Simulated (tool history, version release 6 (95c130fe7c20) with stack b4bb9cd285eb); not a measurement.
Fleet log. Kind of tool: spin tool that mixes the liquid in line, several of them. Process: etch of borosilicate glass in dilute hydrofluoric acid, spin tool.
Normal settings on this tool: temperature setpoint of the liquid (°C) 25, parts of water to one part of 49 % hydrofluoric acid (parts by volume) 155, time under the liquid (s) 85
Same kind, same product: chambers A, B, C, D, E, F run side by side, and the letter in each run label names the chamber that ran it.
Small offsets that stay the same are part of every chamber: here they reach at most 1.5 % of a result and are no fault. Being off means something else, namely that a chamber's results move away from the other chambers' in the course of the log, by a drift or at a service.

run,day,temperature setpoint of the liquid (°C),parts of water to one part of 49 % hydrofluoric acid (parts by volume),time under the liquid (s),"read-back film thickness of the borosilicate glass reference wafer, read on the same gauge (nm)",thickness taken off the borosilicate glass on a monitor wafer (nm)
1E,0.208,25,155,85,50.021,10.99
2F,0.492,25,155,85,50.014,11.154
3A,0.788,25,155,85,50.002,10.964
4B,0.946,25,155,85,49.979,11.001
5D,1.204,25,155,85,49.975,11.031
6C,1.429,25,155,85,49.99,10.945
7E,1.721,25,155,85,50.028,11.043
8B,1.875,28,155,115,50.014,16.716
9F,2.021,28,155,115,49.967,16.967
10C,2.317,28,155,115,50,16.603
11D,2.562,28,155,115,50.019,16.691
12A,2.833,28,155,115,49.977,16.927
13E,3.075,28,155,115,49.987,16.844
14F,3.367,25,155,85,49.988,11.248
15B,3.629,25,155,85,50.01,11.07
16A,3.854,25,155,85,50.013,11.155
17D,4.108,25,155,85,49.988,10.967
18C,4.396,25,155,85,50.003,10.891
19B,4.542,25,155,85,50.012,11.074
20A,4.821,25,155,85,50.002,11.361
21F,5.042,25,155,85,49.981,11.265
22E,5.188,25,155,85,49.943,10.999
23D,5.362,25,155,85,50.025,11.03
24C,5.529,25,155,55,50.045,7.1325
25C,5.75,25,155,55,50.021,7.0952
26F,5.95,25,155,55,49.989,7.2823
27E,6.225,25,155,55,49.946,7.1689
28A,6.512,25,155,55,50.045,7.5204
29D,6.708,25,155,55,50,7.1024
30B,6.854,25,155,85,50,11.228
31D,7.008,28.5,155,85,50.024,12.555
32E,7.183,28.5,155,85,49.952,12.527
33A,7.462,28.5,155,85,49.989,13.034
34B,7.754,28.5,155,85,50.014,12.637
35F,7.946,28.5,155,85,49.94,12.748
36C,8.112,28.5,155,85,49.996,12.455
37E,8.321,25,155,85,50.051,11.015
# day 8.483: chamber D: thermometer replaced
38D,8.508,25,95,85,50.007,19.349
39C,8.808,25,95,85,49.993,19.498
40A,8.962,25,95,85,50.008,20.632

Next, every chamber runs the same settings. What will each give?
41A,9.175,25,155,85,,?
41B,9.175,25,155,85,,?
41C,9.175,25,155,85,,?
41D,9.175,25,155,85,,?
41E,9.175,25,155,85,,?
41F,9.175,25,155,85,,?

run,thickness taken off the borosilicate glass on a monitor wafer (nm)
41A,11.626
41B,11.146
41C,10.983
41D,11.085
41E,11.022
41F,11.178

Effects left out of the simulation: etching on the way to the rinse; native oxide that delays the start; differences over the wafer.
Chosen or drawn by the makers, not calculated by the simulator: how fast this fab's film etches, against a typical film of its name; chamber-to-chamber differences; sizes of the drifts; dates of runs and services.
